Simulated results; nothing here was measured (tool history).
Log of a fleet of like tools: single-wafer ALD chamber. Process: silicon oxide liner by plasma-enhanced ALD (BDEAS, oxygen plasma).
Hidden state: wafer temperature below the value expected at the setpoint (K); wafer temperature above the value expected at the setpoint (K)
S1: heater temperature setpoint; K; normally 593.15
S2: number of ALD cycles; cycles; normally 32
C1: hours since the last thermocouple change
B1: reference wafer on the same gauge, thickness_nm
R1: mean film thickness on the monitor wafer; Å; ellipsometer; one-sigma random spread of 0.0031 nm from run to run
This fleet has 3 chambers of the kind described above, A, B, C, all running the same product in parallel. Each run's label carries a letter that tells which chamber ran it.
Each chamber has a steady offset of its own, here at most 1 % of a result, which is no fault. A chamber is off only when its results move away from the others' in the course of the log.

Run 1A, hour 7.6: usual settings; C1 891.7; B1 3.1909. Result: R1 28.922 Å.
Run 2C, hour 17.2: usual settings; C1 518.9; B1 3.1908. Result: R1 29.224 Å.
Run 3B, hour 28.7: usual settings; C1 1595.8; B1 3.1925. Result: R1 29.057 Å.
Run 4B, hour 39.8: usual settings; C1 1606.9; B1 3.193. Result: R1 29.05 Å.
Run 5A, hour 47.6: usual settings; C1 931.7; B1 3.1935. Result: R1 28.9 Å.
Run 6C, hour 55.4: usual settings; C1 557.1; B1 3.1938. Result: R1 29.262 Å.
Run 7C, hour 63: usual settings; C1 564.7; B1 3.1941. Result: R1 29.257 Å.
Run 8B, hour 68.2: usual settings; C1 1635.3; B1 3.1944. Result: R1 29.052 Å.
Run 9A, hour 78: usual settings; C1 962.1; B1 3.1957. Result: R1 28.948 Å.
Run 10A, hour 84.7: usual settings; C1 968.8; B1 3.1962. Result: R1 29.012 Å.
Run 11C, hour 95.8: usual settings; C1 597.5; B1 3.1971. Result: R1 29.295 Å.
Run 12B, hour 106.8: usual settings; C1 1673.9; B1 3.1974. Result: R1 29.082 Å.
Run 13A, hour 112.6: usual settings; C1 996.7; B1 3.1976. Result: R1 28.99 Å.
Run 14B, hour 120.1: usual settings; C1 1687.2; B1 3.1985. Result: R1 29.087 Å.
Run 15C, hour 125.4: usual settings but S2 28 cycles; C1 627.1; B1 3.1979. Result: R1 25.67 Å.
Run 16B, hour 131.9: usual settings but S2 28 cycles; C1 1699; B1 3.1992. Result: R1 25.458 Å.
At hour 135.4: chamber A: thermocouple changed; heater temperature recalibrated.
Run 17A, hour 140.1: usual settings but S2 28 cycles; C1 4.8; B1 3.2003. Result: R1 25.375 Å.
Run 18C, hour 151.4: usual settings; C1 653.1; B1 3.2003. Result: R1 29.302 Å.
Run 19A, hour 161.5: usual settings; C1 26.2; B1 3.2009. Result: R1 28.999 Å.
Run 20C, hour 170.3: usual settings; C1 672; B1 3.2023. Result: R1 29.335 Å.
Run 21B, hour 179.4: usual settings; C1 1746.5; B1 3.2022. Result: R1 29.112 Å.
Run 22C, hour 189: usual settings; C1 690.7; B1 3.2031. Result: R1 29.333 Å.
Run 23A, hour 194.9: usual settings; C1 59.6; B1 3.2023. Result: R1 28.963 Å.
Run 24B, hour 204.1: usual settings; C1 1771.2; B1 3.2033. Result: R1 29.167 Å.

One chamber off, gauge drift, or nothing amiss beyond the chambers' own small offsets? If it is a chamber, which one, and what is the likeliest cause?

Every chamber seems to shift together because the gauge that measures them all drifts; the chambers themselves are fine.
Most likely cause: gauge reads high (%) = 0.449.

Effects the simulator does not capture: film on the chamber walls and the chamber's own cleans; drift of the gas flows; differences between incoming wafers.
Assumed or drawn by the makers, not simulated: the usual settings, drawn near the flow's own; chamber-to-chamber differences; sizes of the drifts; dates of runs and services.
